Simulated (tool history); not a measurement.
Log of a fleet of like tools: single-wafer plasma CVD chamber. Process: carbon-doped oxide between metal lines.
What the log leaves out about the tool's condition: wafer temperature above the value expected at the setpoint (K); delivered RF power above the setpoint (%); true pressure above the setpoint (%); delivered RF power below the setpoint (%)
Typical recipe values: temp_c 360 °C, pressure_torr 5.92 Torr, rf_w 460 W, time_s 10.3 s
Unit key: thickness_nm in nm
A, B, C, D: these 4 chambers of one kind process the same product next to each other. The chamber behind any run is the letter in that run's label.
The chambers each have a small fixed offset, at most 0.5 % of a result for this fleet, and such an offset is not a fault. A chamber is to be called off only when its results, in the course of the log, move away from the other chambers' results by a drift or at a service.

run   hour  temp_c  pressure_torr  rf_w  time_s  hours since the last thermocouple change  hours since the last RF generator calibration  hours since the last manometer calibration  read-back reference wafer on the same gauge, thickness_nm  thickness_nm
 1C    6.4     360           5.92   460    10.3                                    1525.1                                          199.5                                      1129.4                                                     53.468        50.520
 2A   11.1     360           5.92   460    10.3                                     705.1                                         1144.8                                        68.0                                                     53.428        50.231
 3D   17.2     360           5.92   460    10.3                                     685.3                                          585.8                                       139.2                                                     53.507        50.432
 4B   23.1     360           5.92   460    10.3                                     903.7                                          641.5                                       617.7                                                     53.466        50.726
 5D   30.9     360           5.92   460    10.3                                     699.0                                          599.5                                       152.9                                                     53.481        50.415
 6C   40.2     360           5.92   460    10.3                                    1558.9                                          233.3                                      1163.2                                                     53.497        50.978
 7A   46.1     360           5.92   460    10.3                                     740.1                                         1179.8                                       103.0                                                     53.559        50.399
 8B   52.3     360           5.92   460    10.3                                     932.9                                          670.7                                       646.9                                                     53.509        50.797
 9C   56.3     360           5.92   460    10.3                                    1575.0                                          249.4                                      1179.3                                                     53.561        50.570
10B   60.3     366           5.92   460     8.4                                     940.9                                          678.7                                       654.9                                                     53.472        41.024
11A   66.2     366           5.92   460     8.4                                     760.2                                         1199.9                                       123.1                                                     53.506        40.413
12D   70.6     366           5.92   460     8.4                                     738.7                                          639.2                                       192.6                                                     53.534        40.197
13D   79.7     366           5.92   460     8.4                                     747.8                                          648.3                                       201.7                                                     53.520        40.304
14B   86.0     360           5.92   460    10.3                                     966.6                                          704.4                                       680.6                                                     53.567        50.625
15A   91.0     360           5.92   460    10.3                                     785.0                                         1224.7                                       147.9                                                     53.488        50.517
16C   99.5     360           5.92   460    10.3                                    1618.2                                          292.6                                      1222.5                                                     53.497        50.822
17C  107.2     360           5.92   490    11.5                                    1625.9                                          300.3                                      1230.2                                                     53.480        59.082
18D  113.8     360           5.92   490    11.5                                     781.9                                          682.4                                       235.8                                                     53.458        57.859
19B  118.7     360           5.92   490    11.5                                     999.3                                          737.1                                       713.3                                                     53.548        58.653
20A  126.6     360           5.92   490    11.5                                     820.6                                         1260.3                                       183.5                                                     53.500        58.204
21C  135.8     360           5.92   460    10.3                                    1654.5                                          328.9                                      1258.8                                                     53.503        51.019
22B  140.9     360           5.92   460    10.3                                    1021.5                                          759.3                                       735.5                                                     53.526        50.410
23D  145.6     360           5.92   460    10.3                                     813.7                                          714.2                                       267.6                                                     53.514        49.297
24A  154.2     360           6.45   460    12.2                                     848.2                                         1287.9                                       211.1                                                     53.464        60.164
25C  159.1     360           6.45   460    12.2                                    1677.8                                          352.2                                      1282.1                                                     53.509        60.331
26D  166.9     360           6.45   460    12.2                                     835.0                                          735.5                                       288.9                                                     53.531        58.271

Has any chamber moved away from the others, gradually or after a service, or does the common gauge drift, or do the chambers differ only by their own small steady offsets? State the chamber and the most likely cause if one applies.

Little by little, chamber D moves away from the other chambers.
What lies behind it: delivered RF power below the setpoint (%) = 4.47.

Chamber D could run next with any of the 4 candidate recipes listed below; each alters the usual settings, and their results appear as question marks. Which one brings its results back in line with what the other chambers deliver on the usual settings?
Allowed miss from the other chambers' usual-settings mean, per result, to count as in line: thickness_nm 0.670 nm
27D-1  173.5     360           5.98   480    10.3                                                                                                                                                                                                             ?
27D-2  173.5     360           5.92   460     9.5                                                                                                                                                                                                             ?
27D-3  173.5     360           5.92   450    10.1                                                                                                                                                                                                             ?
27D-4  173.5     360           5.92   515    10.3                                                                                                                                                                                                             ?

Usual-settings mean across the other chambers: thickness_nm 50.546 nm
  run  thickness_nm
27D-1        50.325
27D-2        44.982
27D-3        46.983
27D-4        52.656
27D-1 is the one that brings the chamber's results back in line with the other chambers.

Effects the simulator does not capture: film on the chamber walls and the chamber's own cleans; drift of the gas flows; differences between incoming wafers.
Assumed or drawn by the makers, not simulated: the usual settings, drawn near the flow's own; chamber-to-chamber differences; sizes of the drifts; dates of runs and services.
